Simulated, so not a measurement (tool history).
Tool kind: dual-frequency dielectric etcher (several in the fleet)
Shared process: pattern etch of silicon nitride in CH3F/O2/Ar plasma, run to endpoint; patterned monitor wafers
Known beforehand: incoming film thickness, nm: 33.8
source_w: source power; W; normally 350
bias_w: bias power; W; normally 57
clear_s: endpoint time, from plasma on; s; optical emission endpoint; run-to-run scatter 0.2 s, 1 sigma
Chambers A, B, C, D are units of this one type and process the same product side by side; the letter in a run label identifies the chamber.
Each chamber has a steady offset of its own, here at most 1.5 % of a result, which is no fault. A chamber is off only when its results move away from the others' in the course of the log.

run,day,source_w,bias_w,hours since the last wet clean,hours since the last source power generator calibration,hours since the last bias power generator calibration,clear_s
1C,0.275,350,57,543.2,1189.6,825.7,55.523
2A,0.738,350,57,78.0,3593.5,937.7,56.387
3B,1.008,350,57,104.9,2173.7,2757.9,55.323
4D,1.375,350,57,127.3,2284.8,621.0,55.508
5B,1.717,350,57,121.9,2190.7,2774.9,55.008
6C,2.025,350,57,585.2,1231.6,867.7,55.748
7D,2.579,350,57,156.2,2313.7,649.9,55.448
8A,2.842,350,57,128.5,3644.0,988.2,56.365
9D,3.238,350,57,172.0,2329.5,665.7,55.253
10A,3.667,350,57,148.3,3663.8,1008.0,56.477
# day 3.842: chamber C: wet clean of the chamber
11B,4.179,420,49,181.0,2249.8,2834.0,54.241
12C,4.450,420,49,14.6,1289.8,925.9,56.787
13B,4.738,420,49,194.4,2263.2,2847.4,54.349
14D,5.121,420,49,217.2,2374.7,710.9,54.462
15A,5.400,350,57,189.9,3705.4,1049.6,56.104
16C,5.771,350,57,46.3,1321.5,957.6,57.952
17D,6.138,350,57,241.6,2399.1,735.3,55.143
18A,6.462,320,46,215.4,3730.9,1075.1,62.322
19C,6.871,320,46,72.7,1347.9,984.0,64.488
20B,7.412,320,46,258.6,2327.4,2911.6,61.844
21A,7.708,320,46,245.3,3760.8,1105.0,62.266
22B,8.208,350,57,277.7,2346.5,2930.7,55.338
23D,8.600,350,57,300.7,2458.2,794.4,54.980
24C,8.975,350,57,123.2,1398.4,1034.5,58.272
25B,9.479,350,57,308.2,2377.0,2961.2,55.391
26C,9.983,350,57,147.4,1422.6,1058.7,58.598
27D,10.512,350,57,346.6,2504.1,840.3,55.469

Next, all 4 chambers run the settings below, one line each with question marks for the results. What does each chamber give?
28A,10.929,400,57,,,,?
28B,10.929,400,57,,,,?
28C,10.929,400,57,,,,?
28D,10.929,400,57,,,,?

run,clear_s
28A,53.745
28B,52.476
28C,55.137
28D,52.693
